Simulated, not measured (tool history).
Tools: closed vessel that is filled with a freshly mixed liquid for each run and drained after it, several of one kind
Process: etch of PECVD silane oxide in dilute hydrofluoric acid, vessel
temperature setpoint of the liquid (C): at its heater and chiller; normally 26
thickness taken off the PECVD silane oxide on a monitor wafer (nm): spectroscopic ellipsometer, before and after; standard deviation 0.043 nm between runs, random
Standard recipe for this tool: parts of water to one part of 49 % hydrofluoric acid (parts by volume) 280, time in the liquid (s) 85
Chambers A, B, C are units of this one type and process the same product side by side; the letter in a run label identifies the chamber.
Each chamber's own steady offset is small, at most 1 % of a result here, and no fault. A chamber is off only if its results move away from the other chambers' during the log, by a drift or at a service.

run,day,temperature setpoint of the liquid (C),parts of water to one part of 49 % hydrofluoric acid (parts by volume),time in the liquid (s),hours since the thermometer was replaced,hours since the hydrofluoric acid flow meter was replaced,"read-back film thickness of the PECVD silane oxide reference wafer, read on the same gauge (nm)",thickness taken off the PECVD silane oxide on a monitor wafer (nm)
1B,0.121,26,280,85,868,933.2,59.984,13.366
2C,0.35,26,280,85,80.9,388.2,59.994,13.174
# day 0.412: chamber B: hydrofluoric acid flow meter replaced
3A,0.479,26,280,85,691,228.3,60.016,13.341
4C,0.688,26,280,85,89,396.3,59.998,13.258
5B,0.925,26,280,85,887.3,12.4,60.003,13.228
6A,1.175,26,280,85,707.7,245,60.011,13.469
7C,1.421,26,280,85,106.6,413.9,59.968,13.243
8B,1.604,26,280,85,903.6,28.7,59.967,13.127
9A,1.854,26,280,85,724,261.3,60.002,13.423
10A,2.025,26,280,85,728.1,265.4,59.988,13.404
11B,2.188,26,280,85,917.6,42.7,60.008,13.017
12C,2.4,26,280,85,130.1,437.4,60.008,13.234
13B,2.579,26,280,85,927,52.1,59.992,12.941
14C,2.717,26,280,85,137.7,445,60.002,13.243
15A,2.967,26,280,85,750.7,288,59.998,13.409
16A,3.188,26,280,85,756,293.3,60.012,13.516
17C,3.338,26,280,60,152.6,459.9,60.022,9.3446
18B,3.558,26,280,60,950.5,75.6,60.01,8.9728
19B,3.688,26,280,60,953.6,78.7,60.021,9.0117
20C,3.833,26,280,85,164.5,471.8,59.989,13.233

Is one chamber off against the others, does the gauge drift, or is nothing wrong? If a chamber is off, say which, and what the likeliest cause is.

Chamber B drifts away from the others.
What lies behind it: liquid colder than its thermometer reads (K) = 1.38.

Chamber B could run next with any of the 4 candidate recipes listed below; each alters the usual settings, and their results appear as question marks. Which one brings its results back in line with what the other chambers deliver on the usual settings?
Counts as in line when no further than this from what the other chambers average on the usual settings: thickness taken off the PECVD silane oxide on a monitor wafer (nm) 0.15
21B-1,4.025,26,270,90,,,,?
21B-2,4.025,24.5,280,85,,,,?
21B-3,4.025,26,270,85,,,,?
21B-4,4.025,26,290,80,,,,?

Usual-settings mean across the other chambers: thickness taken off the PECVD silane oxide on a monitor wafer (nm) 13.337
run,thickness taken off the PECVD silane oxide on a monitor wafer (nm)
21B-1,14.088
21B-2,12.043
21B-3,13.305
21B-4,11.418
21B-3 puts the chamber back in line with the other chambers.
